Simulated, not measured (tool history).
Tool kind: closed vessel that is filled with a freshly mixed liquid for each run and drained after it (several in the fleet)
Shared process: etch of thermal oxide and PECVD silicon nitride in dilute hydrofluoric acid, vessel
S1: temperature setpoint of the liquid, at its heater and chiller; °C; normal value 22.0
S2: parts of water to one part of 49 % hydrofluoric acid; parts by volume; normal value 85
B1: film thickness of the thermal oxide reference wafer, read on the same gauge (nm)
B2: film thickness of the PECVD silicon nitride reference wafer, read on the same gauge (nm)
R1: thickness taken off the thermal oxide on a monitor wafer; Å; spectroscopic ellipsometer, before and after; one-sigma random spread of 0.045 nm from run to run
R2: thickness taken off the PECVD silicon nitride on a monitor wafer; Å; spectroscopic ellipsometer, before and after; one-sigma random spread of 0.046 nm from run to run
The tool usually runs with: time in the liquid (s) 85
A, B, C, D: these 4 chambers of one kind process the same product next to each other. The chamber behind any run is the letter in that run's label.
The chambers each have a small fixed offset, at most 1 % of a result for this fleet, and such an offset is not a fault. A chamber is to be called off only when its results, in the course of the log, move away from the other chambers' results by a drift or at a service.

run 1D day=0.200 | S1=22.0 S2=85 time_in_the_liquid_(s)=85 | B1=49.997 B2=140.01 | R1=45.208 R2=48.623
run 2C day=0.329 | S1=22.0 S2=85 time_in_the_liquid_(s)=85 | B1=50.002 B2=139.99 | R1=45.902 R2=49.387
-- day=0.458 chamber A: thermometer replaced
run 3A day=0.512 | S1=22.0 S2=85 time_in_the_liquid_(s)=85 | B1=49.994 B2=139.99 | R1=45.470 R2=48.125
run 4B day=0.646 | S1=22.0 S2=85 time_in_the_liquid_(s)=85 | B1=49.997 B2=140.04 | R1=46.017 R2=48.797
run 5A day=0.800 | S1=22.0 S2=85 time_in_the_liquid_(s)=85 | B1=50.021 B2=140.04 | R1=45.441 R2=48.452
run 6B day=0.996 | S1=25.0 S2=45 time_in_the_liquid_(s)=85 | B1=49.996 B2=139.99 | R1=100.930 R2=108.760
run 7D day=1.108 | S1=25.0 S2=45 time_in_the_liquid_(s)=85 | B1=49.976 B2=140.04 | R1=102.410 R2=114.250
run 8C day=1.304 | S1=25.0 S2=45 time_in_the_liquid_(s)=85 | B1=49.974 B2=139.98 | R1=103.280 R2=113.460
run 9B day=1.458 | S1=25.0 S2=45 time_in_the_liquid_(s)=85 | B1=49.988 B2=140.03 | R1=100.290 R2=110.830
run 10A day=1.600 | S1=22.0 S2=85 time_in_the_liquid_(s)=85 | B1=49.964 B2=139.99 | R1=45.674 R2=48.006
run 11C day=1.792 | S1=22.0 S2=85 time_in_the_liquid_(s)=85 | B1=50.006 B2=140.06 | R1=45.617 R2=49.448
run 12D day=1.946 | S1=22.0 S2=85 time_in_the_liquid_(s)=85 | B1=50.013 B2=139.98 | R1=45.321 R2=49.367
run 13D day=2.058 | S1=22.0 S2=85 time_in_the_liquid_(s)=85 | B1=50.006 B2=140.00 | R1=44.999 R2=48.920
run 14A day=2.238 | S1=22.0 S2=85 time_in_the_liquid_(s)=85 | B1=50.011 B2=139.94 | R1=44.662 R2=49.220
run 15B day=2.354 | S1=22.0 S2=85 time_in_the_liquid_(s)=85 | B1=50.016 B2=139.94 | R1=44.798 R2=48.160
run 16C day=2.521 | S1=22.0 S2=85 time_in_the_liquid_(s)=85 | B1=49.956 B2=139.99 | R1=45.494 R2=49.040
run 17C day=2.675 | S1=25.0 S2=85 time_in_the_liquid_(s)=110 | B1=49.985 B2=139.97 | R1=65.462 R2=77.577
run 18A day=2.846 | S1=25.0 S2=85 time_in_the_liquid_(s)=110 | B1=50.007 B2=139.99 | R1=66.253 R2=77.169
run 19B day=2.979 | S1=25.0 S2=85 time_in_the_liquid_(s)=110 | B1=50.009 B2=140.03 | R1=65.047 R2=76.556
run 20D day=3.121 | S1=25.0 S2=85 time_in_the_liquid_(s)=110 | B1=49.969 B2=139.97 | R1=66.099 R2=77.876
run 21A day=3.217 | S1=22.0 S2=85 time_in_the_liquid_(s)=85 | B1=50.030 B2=139.95 | R1=45.822 R2=48.749
run 22B day=3.392 | S1=22.0 S2=85 time_in_the_liquid_(s)=85 | B1=50.031 B2=140.01 | R1=45.234 R2=48.033
run 23C day=3.592 | S1=22.0 S2=105 time_in_the_liquid_(s)=85 | B1=50.005 B2=140.03 | R1=35.593 R2=39.576
run 24D day=3.729 | S1=22.0 S2=105 time_in_the_liquid_(s)=85 | B1=50.001 B2=140.01 | R1=35.814 R2=40.776
run 25D day=3.842 | S1=22.0 S2=105 time_in_the_liquid_(s)=85 | B1=49.995 B2=140.01 | R1=35.360 R2=40.111
run 26C day=3.971 | S1=22.0 S2=105 time_in_the_liquid_(s)=85 | B1=50.008 B2=140.02 | R1=35.250 R2=39.211
run 27A day=4.167 | S1=22.0 S2=85 time_in_the_liquid_(s)=85 | B1=50.031 B2=140.02 | R1=44.850 R2=48.901
run 28B day=4.300 | S1=22.0 S2=85 time_in_the_liquid_(s)=85 | B1=49.973 B2=139.98 | R1=45.482 R2=48.101
run 29D day=4.488 | S1=22.0 S2=85 time_in_the_liquid_(s)=85 | B1=49.971 B2=139.99 | R1=45.202 R2=48.896
run 30B day=4.592 | S1=22.0 S2=85 time_in_the_liquid_(s)=85 | B1=50.017 B2=139.96 | R1=45.254 R2=48.403
-- day=4.600 chamber D: hydrofluoric acid flow meter replaced
run 31C day=4.775 | S1=22.0 S2=85 time_in_the_liquid_(s)=85 | B1=50.023 B2=140.02 | R1=45.507 R2=48.970
run 32A day=4.929 | S1=22.0 S2=85 time_in_the_liquid_(s)=85 | B1=49.985 B2=139.98 | R1=45.779 R2=48.066
run 33D day=5.075 | S1=22.0 S2=85 time_in_the_liquid_(s)=85 | B1=50.013 B2=140.01 | R1=44.472 R2=48.945
run 34A day=5.271 | S1=22.0 S2=85 time_in_the_liquid_(s)=85 | B1=49.990 B2=140.05 | R1=45.041 R2=48.116
run 35B day=5.392 | S1=22.0 S2=85 time_in_the_liquid_(s)=85 | B1=50.007 B2=139.97 | R1=45.815 R2=48.428
run 36C day=5.575 | S1=22.0 S2=85 time_in_the_liquid_(s)=85 | B1=50.001 B2=140.00 | R1=44.997 R2=48.889
run 37B day=5.742 | S1=22.0 S2=85 time_in_the_liquid_(s)=85 | B1=49.980 B2=139.95 | R1=45.266 R2=48.739
run 38C day=5.850 | S1=25.5 S2=85 time_in_the_liquid_(s)=65 | B1=50.009 B2=140.04 | R1=39.825 R2=47.359
run 39A day=6.012 | S1=25.5 S2=85 time_in_the_liquid_(s)=65 | B1=50.008 B2=139.98 | R1=39.591 R2=46.241
run 40D day=6.129 | S1=25.5 S2=85 time_in_the_liquid_(s)=65 | B1=50.006 B2=139.98 | R1=39.120 R2=46.932
run 41A day=6.279 | S1=25.5 S2=85 time_in_the_liquid_(s)=65 | B1=50.028 B2=140.02 | R1=40.274 R2=46.979
run 42D day=6.471 | S1=22.0 S2=85 time_in_the_liquid_(s)=85 | B1=50.003 B2=139.98 | R1=44.875 R2=48.974

Next, all 4 chambers run the settings below, one line each with question marks for the results. What does each chamber give?
run 43A day=6.617 | S1=19.5 S2=85 time_in_the_liquid_(s)=85 | R1=? R2=?
run 43B day=6.617 | S1=19.5 S2=85 time_in_the_liquid_(s)=85 | R1=? R2=?
run 43C day=6.617 | S1=19.5 S2=85 time_in_the_liquid_(s)=85 | R1=? R2=?
run 43D day=6.617 | S1=19.5 S2=85 time_in_the_liquid_(s)=85 | R1=? R2=?

run=43A R1=40.331 R2=41.150
run=43B R1=40.671 R2=40.826
run=43C R1=41.533 R2=40.700
run=43D R1=40.313 R2=41.354
